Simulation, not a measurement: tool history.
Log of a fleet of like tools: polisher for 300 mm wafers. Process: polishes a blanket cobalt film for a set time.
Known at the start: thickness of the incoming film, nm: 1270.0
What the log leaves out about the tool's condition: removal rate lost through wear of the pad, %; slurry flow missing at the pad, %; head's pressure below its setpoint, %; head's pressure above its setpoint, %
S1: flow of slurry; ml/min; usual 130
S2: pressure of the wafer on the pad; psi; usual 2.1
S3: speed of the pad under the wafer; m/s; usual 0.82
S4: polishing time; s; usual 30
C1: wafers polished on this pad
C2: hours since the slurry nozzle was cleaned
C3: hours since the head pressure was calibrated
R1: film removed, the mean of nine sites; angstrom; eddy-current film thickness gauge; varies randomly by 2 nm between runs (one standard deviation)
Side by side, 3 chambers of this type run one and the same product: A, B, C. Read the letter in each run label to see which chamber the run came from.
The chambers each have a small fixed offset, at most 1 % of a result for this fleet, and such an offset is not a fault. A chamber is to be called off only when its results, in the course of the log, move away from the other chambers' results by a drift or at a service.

| run | hour | S1 | S2 | S3 | S4 | C1 | C2 | C3 | R1 |
|---|---|---|---|---|---|---|---|---|---|
| 1B | 3.2 | 130 | 2.1 | 0.82 | 30 | 621 | 508.1 | 36.3 | 1411.40 |
|  | 6.0 | chamber A: worn pad replaced by a new one |
| 2C | 6.7 | 130 | 2.1 | 0.82 | 30 | 141 | 153.4 | 397.8 | 1342.90 |
| 3A | 10.3 | 130 | 2.1 | 0.82 | 30 | 61 | 72.2 | 309.5 | 1359.20 |
| 4A | 13.5 | 130 | 2.1 | 0.82 | 30 | 105 | 75.4 | 312.7 | 1362.90 |
| 5C | 18.3 | 130 | 2.1 | 0.82 | 30 | 303 | 165.0 | 409.4 | 1352.60 |
| 6B | 23.3 | 130 | 2.1 | 0.60 | 30 | 901 | 528.2 | 56.4 | 975.83 |
| 7B | 25.7 | 130 | 2.1 | 0.60 | 30 | 935 | 530.6 | 58.8 | 1002.40 |
| 8A | 31.2 | 130 | 2.1 | 0.60 | 30 | 352 | 93.1 | 330.4 | 997.41 |
| 9C | 35.7 | 130 | 2.1 | 0.82 | 30 | 545 | 182.4 | 426.8 | 1341.40 |
|  | 36.0 | chamber C: head pressure recalibrated |
| 10A | 40.6 | 130 | 2.1 | 0.82 | 30 | 483 | 102.5 | 339.8 | 1360.80 |
| 11C | 44.4 | 130 | 2.1 | 0.82 | 36 | 667 | 191.1 | 8.4 | 1671.80 |
| 12B | 49.9 | 130 | 2.1 | 0.82 | 36 | 1272 | 554.8 | 83.0 | 1634.40 |
| 13B | 53.7 | 130 | 2.1 | 0.82 | 36 | 1325 | 558.6 | 86.8 | 1610.80 |
|  | 57.0 | chamber A: worn pad replaced by a new one |
| 14A | 57.1 | 130 | 2.1 | 0.82 | 30 | 1 | 119.0 | 356.3 | 1351.10 |
| 15C | 59.6 | 130 | 2.1 | 0.82 | 30 | 879 | 206.3 | 23.6 | 1362.80 |
|  | 61.2 | chamber B: worn pad replaced by a new one |
| 16B | 63.6 | 130 | 2.1 | 0.82 | 30 | 34 | 568.5 | 96.7 | 1359.60 |
| 17A | 66.4 | 130 | 2.1 | 0.82 | 30 | 131 | 128.3 | 365.6 | 1306.40 |
| 18C | 69.2 | 130 | 2.1 | 0.82 | 30 | 1013 | 215.9 | 33.2 | 1346.80 |
| 19A | 74.8 | 130 | 2.1 | 0.82 | 30 | 248 | 136.7 | 374.0 | 1302.30 |
|  | 74.9 | chamber C: worn pad replaced by a new one |
| 20C | 77.9 | 130 | 2.1 | 0.82 | 30 | 42 | 224.6 | 41.9 | 1350.30 |
| 21B | 83.1 | 130 | 2.1 | 0.82 | 30 | 306 | 588.0 | 116.2 | 1393.20 |
| 22A | 86.8 | 130 | 2.1 | 0.82 | 30 | 415 | 148.7 | 386.0 | 1290.40 |
| 23B | 91.8 | 130 | 2.1 | 0.82 | 30 | 428 | 596.7 | 124.9 | 1392.80 |
| 24C | 94.6 | 130 | 2.1 | 0.82 | 30 | 275 | 241.3 | 58.6 | 1394.50 |
| 25B | 97.2 | 130 | 2.1 | 0.82 | 30 | 503 | 602.1 | 130.3 | 1375.00 |
| 26A | 101.2 | 130 | 2.1 | 0.82 | 30 | 616 | 163.1 | 400.4 | 1322.00 |
| 27C | 106.5 | 130 | 2.1 | 0.82 | 30 | 440 | 253.2 | 70.5 | 1369.70 |
| 28C | 110.3 | 130 | 2.1 | 0.82 | 30 | 493 | 257.0 | 74.3 | 1382.40 |
|  | 110.4 | chamber A: worn pad replaced by a new one |
| 29A | 113.2 | 130 | 2.1 | 0.92 | 23 | 40 | 175.1 | 412.4 | 1078.40 |
| 30B | 115.8 | 130 | 2.1 | 0.92 | 23 | 762 | 620.7 | 148.9 | 1187.40 |
| 31A | 120.7 | 130 | 2.1 | 0.92 | 23 | 144 | 182.6 | 419.9 | 1101.50 |
| 32B | 125.8 | 130 | 2.1 | 0.82 | 30 | 902 | 630.7 | 158.9 | 1346.10 |
| 33C | 131.4 | 130 | 2.1 | 0.82 | 30 | 788 | 278.1 | 95.4 | 1367.60 |
| 34B | 136.3 | 130 | 1.5 | 0.82 | 35 | 1048 | 641.2 | 169.4 | 1147.80 |
| 35C | 139.8 | 130 | 1.5 | 0.82 | 35 | 905 | 286.5 | 103.8 | 1133.90 |
| 36A | 144.4 | 130 | 1.5 | 0.82 | 35 | 475 | 206.3 | 443.6 | 1035.80 |
| 37A | 148.1 | 130 | 2.1 | 0.82 | 30 | 526 | 210.0 | 447.3 | 1231.30 |
|  | 150.5 | chamber C: slurry nozzle cleaned |
| 38B | 152.4 | 130 | 2.1 | 0.82 | 30 | 1272 | 657.3 | 185.5 | 1383.60 |
| 39C | 157.9 | 130 | 2.1 | 0.82 | 30 | 1157 | 7.5 | 121.9 | 1367.20 |
| 40A | 162.4 | 130 | 2.1 | 0.82 | 30 | 726 | 224.3 | 461.6 | 1209.40 |

All 3 chambers run these settings next. Forecast each chamber's results:
| 41A | 166.4 | 130 | 2.4 | 0.82 | 30 |  |  |  | ? |
| 41B | 166.4 | 130 | 2.4 | 0.82 | 30 |  |  |  | ? |
| 41C | 166.4 | 130 | 2.4 | 0.82 | 30 |  |  |  | ? |

| run | R1 |
|---|---|
| 41A | 1363.90 |
| 41B | 1528.70 |
| 41C | 1575.30 |

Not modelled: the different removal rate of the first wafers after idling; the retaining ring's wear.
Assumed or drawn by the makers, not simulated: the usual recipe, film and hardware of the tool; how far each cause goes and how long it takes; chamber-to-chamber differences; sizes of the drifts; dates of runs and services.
